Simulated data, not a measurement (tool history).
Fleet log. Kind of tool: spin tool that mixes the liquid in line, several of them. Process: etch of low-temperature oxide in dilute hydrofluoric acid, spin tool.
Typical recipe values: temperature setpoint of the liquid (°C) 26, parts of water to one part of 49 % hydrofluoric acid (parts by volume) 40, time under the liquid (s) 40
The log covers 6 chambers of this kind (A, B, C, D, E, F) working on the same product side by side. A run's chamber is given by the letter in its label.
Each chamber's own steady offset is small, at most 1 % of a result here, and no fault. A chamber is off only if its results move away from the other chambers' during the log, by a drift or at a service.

run	hour	temperature setpoint of the liquid (°C)	parts of water to one part of 49 % hydrofluoric acid (parts by volume)	time under the liquid (s)	read-back film thickness of the low-temperature oxide reference wafer, read on the same gauge (nm)	thickness taken off the low-temperature oxide on a monitor wafer (nm)
1E	5	26	40	40	80.01	24.947
2C	15.7	26	40	40	80.045	25.108
3D	25.3	26	40	40	80.035	25.166
4F	30.8	26	40	40	80.026	24.964
5B	37	26	40	40	80.015	24.605
6A	42.5	26	40	40	80.011	24.888
7E	52.6	26	40	40	80.014	24.971
8B	59.4	26	40	40	80.007	24.889
9D	68.4	26	40	40	79.949	25.29
10F	76	26	40	40	79.985	24.975
11A	81.6	26	40	40	80.06	24.828
12C	88.8	26	40	40	79.987	24.862
13F	99	26	40	40	79.985	25.004
14B	107.4	26	40	40	80.056	25.275
15A	112.4	26	40	40	79.988	24.839
16D	122.1	26	40	40	80.003	25.284
17E	127.9	26	40	40	79.987	25.41
18C	135.9	26	50	60	79.974	29.39
# hour 137.6: chamber D: thermometer replaced
19F	142.5	26	50	60	80.041	29.67
20C	148.1	26	50	60	79.998	29.74
21E	153.9	26	50	60	79.977	29.951
# hour 158.8: chamber D: hydrofluoric acid flow meter replaced
22D	159.5	26	50	60	80.016	29.776
23B	164.7	26	50	60	79.97	29.34
# hour 168.9: chamber B: thermometer replaced
24A	175.1	26	40	40	80.031	24.982
# hour 177.4: chamber C: hydrofluoric acid flow meter replaced
25E	183.8	26	40	40	80.004	25.034
26C	189.9	26	40	40	80.055	25.164
27A	197.8	26	40	40	80.031	24.698
28B	207	26	40	25	80	15.489
29F	215.3	26	40	25	80.036	15.869
30D	223.1	26	40	25	79.981	15.728
31F	231.2	26	40	25	79.992	15.782
32A	239.1	26	40	25	80.022	15.643
33C	245.6	26	40	25	79.988	15.773
34B	256.1	21.5	25	40	79.999	33.556
35E	266.4	21.5	25	40	79.997	33.838
36D	275.3	21.5	25	40	80.005	34.17
37E	286.1	21.5	25	40	79.993	34.074
38D	294.8	21.5	25	40	79.946	34.184
39B	303	21.5	25	40	80.007	33.782
40C	313.7	21	40	25	79.967	12.611
41A	320.8	21	40	25	79.98	12.6

For the next run the whole fleet of 6 chambers uses the same settings. Give each chamber's results:
42A	328.6	26	40	40		?
42B	328.6	26	40	40		?
42C	328.6	26	40	40		?
42D	328.6	26	40	40		?
42E	328.6	26	40	40		?
42F	328.6	26	40	40		?

run	thickness taken off the low-temperature oxide on a monitor wafer (nm)
42A	25.098
42B	24.925
42C	25.246
42D	25.157
42E	25.284
42F	26.032
